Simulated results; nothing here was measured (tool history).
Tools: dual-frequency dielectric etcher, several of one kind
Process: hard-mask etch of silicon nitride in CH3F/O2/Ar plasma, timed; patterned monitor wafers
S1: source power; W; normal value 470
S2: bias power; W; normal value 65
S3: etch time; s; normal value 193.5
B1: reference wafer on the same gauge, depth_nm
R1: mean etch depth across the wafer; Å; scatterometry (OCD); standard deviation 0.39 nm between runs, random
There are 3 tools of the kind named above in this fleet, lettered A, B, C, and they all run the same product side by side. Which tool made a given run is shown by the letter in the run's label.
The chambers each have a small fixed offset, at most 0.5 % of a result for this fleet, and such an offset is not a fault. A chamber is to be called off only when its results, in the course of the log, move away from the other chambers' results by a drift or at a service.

run 1A day=0.2 | S1=470 S2=65 S3=193.5 | B1=165.99 | R1=1382.7
run 2B day=0.438 | S1=470 S2=65 S3=193.5 | B1=166.06 | R1=1391.2
run 3C day=0.65 | S1=470 S2=65 S3=193.5 | B1=165.98 | R1=1380.6
run 4B day=0.888 | S1=470 S2=65 S3=193.5 | B1=166.04 | R1=1387.7
run 5C day=1.067 | S1=470 S2=65 S3=193.5 | B1=165.99 | R1=1387.3
run 6A day=1.262 | S1=470 S2=65 S3=193.5 | B1=166 | R1=1392.5
run 7A day=1.496 | S1=470 S2=65 S3=193.5 | B1=165.93 | R1=1385.5
-- day=1.542 chamber B: wet clean of the chamber
run 8B day=1.679 | S1=470 S2=65 S3=193.5 | B1=166.1 | R1=1387.9
run 9C day=1.825 | S1=470 S2=65 S3=193.5 | B1=165.9 | R1=1387.5
run 10A day=2.067 | S1=470 S2=65 S3=193.5 | B1=165.97 | R1=1393
run 11B day=2.308 | S1=470 S2=65 S3=193.5 | B1=165.99 | R1=1387.5
run 12C day=2.525 | S1=470 S2=65 S3=193.5 | B1=166.01 | R1=1390.2
run 13C day=2.779 | S1=470 S2=65 S3=193.5 | B1=166.02 | R1=1385.5
run 14A day=2.904 | S1=520 S2=56 S3=193.5 | B1=165.93 | R1=1380.1
run 15B day=3.108 | S1=520 S2=56 S3=193.5 | B1=166.02 | R1=1372.3
run 16A day=3.354 | S1=520 S2=56 S3=193.5 | B1=165.88 | R1=1378
run 17B day=3.6 | S1=470 S2=65 S3=193.5 | B1=165.98 | R1=1385.5
run 18C day=3.808 | S1=470 S2=65 S3=193.5 | B1=165.94 | R1=1390.4
run 19C day=4.021 | S1=470 S2=50 S3=233 | B1=165.95 | R1=1539.8
run 20A day=4.233 | S1=470 S2=50 S3=233 | B1=166.09 | R1=1536
run 21B day=4.412 | S1=470 S2=50 S3=233 | B1=165.99 | R1=1542.2
-- day=4.454 chamber C: wet clean of the chamber
run 22A day=4.608 | S1=470 S2=65 S3=193.5 | B1=165.98 | R1=1389.3
run 23C day=4.825 | S1=470 S2=55 S3=155.5 | B1=166 | R1=1025.4
run 24B day=5.062 | S1=470 S2=55 S3=155.5 | B1=166.08 | R1=1060.7
run 25C day=5.296 | S1=470 S2=55 S3=155.5 | B1=166.02 | R1=1023.9
run 26A day=5.421 | S1=570 S2=51 S3=193.5 | B1=166 | R1=1380.5
-- day=5.562 chamber A: wet clean of the chamber
run 27B day=5.667 | S1=570 S2=51 S3=193.5 | B1=166.01 | R1=1385.7
run 28B day=5.875 | S1=570 S2=51 S3=193.5 | B1=166.13 | R1=1386.2
run 29A day=6.1 | S1=470 S2=65 S3=193.5 | B1=166 | R1=1392.3
run 30C day=6.308 | S1=470 S2=65 S3=193.5 | B1=166.01 | R1=1344.4
run 31A day=6.492 | S1=470 S2=65 S3=193.5 | B1=166.15 | R1=1391.2
run 32C day=6.617 | S1=470 S2=65 S3=193.5 | B1=165.98 | R1=1343
run 33B day=6.825 | S1=470 S2=65 S3=193.5 | B1=166.07 | R1=1384.8
run 34C day=6.933 | S1=470 S2=65 S3=193.5 | B1=165.97 | R1=1335.8
run 35B day=7.129 | S1=470 S2=65 S3=193.5 | B1=165.96 | R1=1384.9
run 36A day=7.383 | S1=470 S2=65 S3=193.5 | B1=166.01 | R1=1388.7

Each of the 3 chambers runs these same settings next. Fill in every chamber's results:
run 37A day=7.567 | S1=470 S2=65 S3=193.5 | R1=?
run 37B day=7.567 | S1=470 S2=65 S3=193.5 | R1=?
run 37C day=7.567 | S1=470 S2=65 S3=193.5 | R1=?

run=37A R1=1383.3
run=37B R1=1392
run=37C R1=1339.4
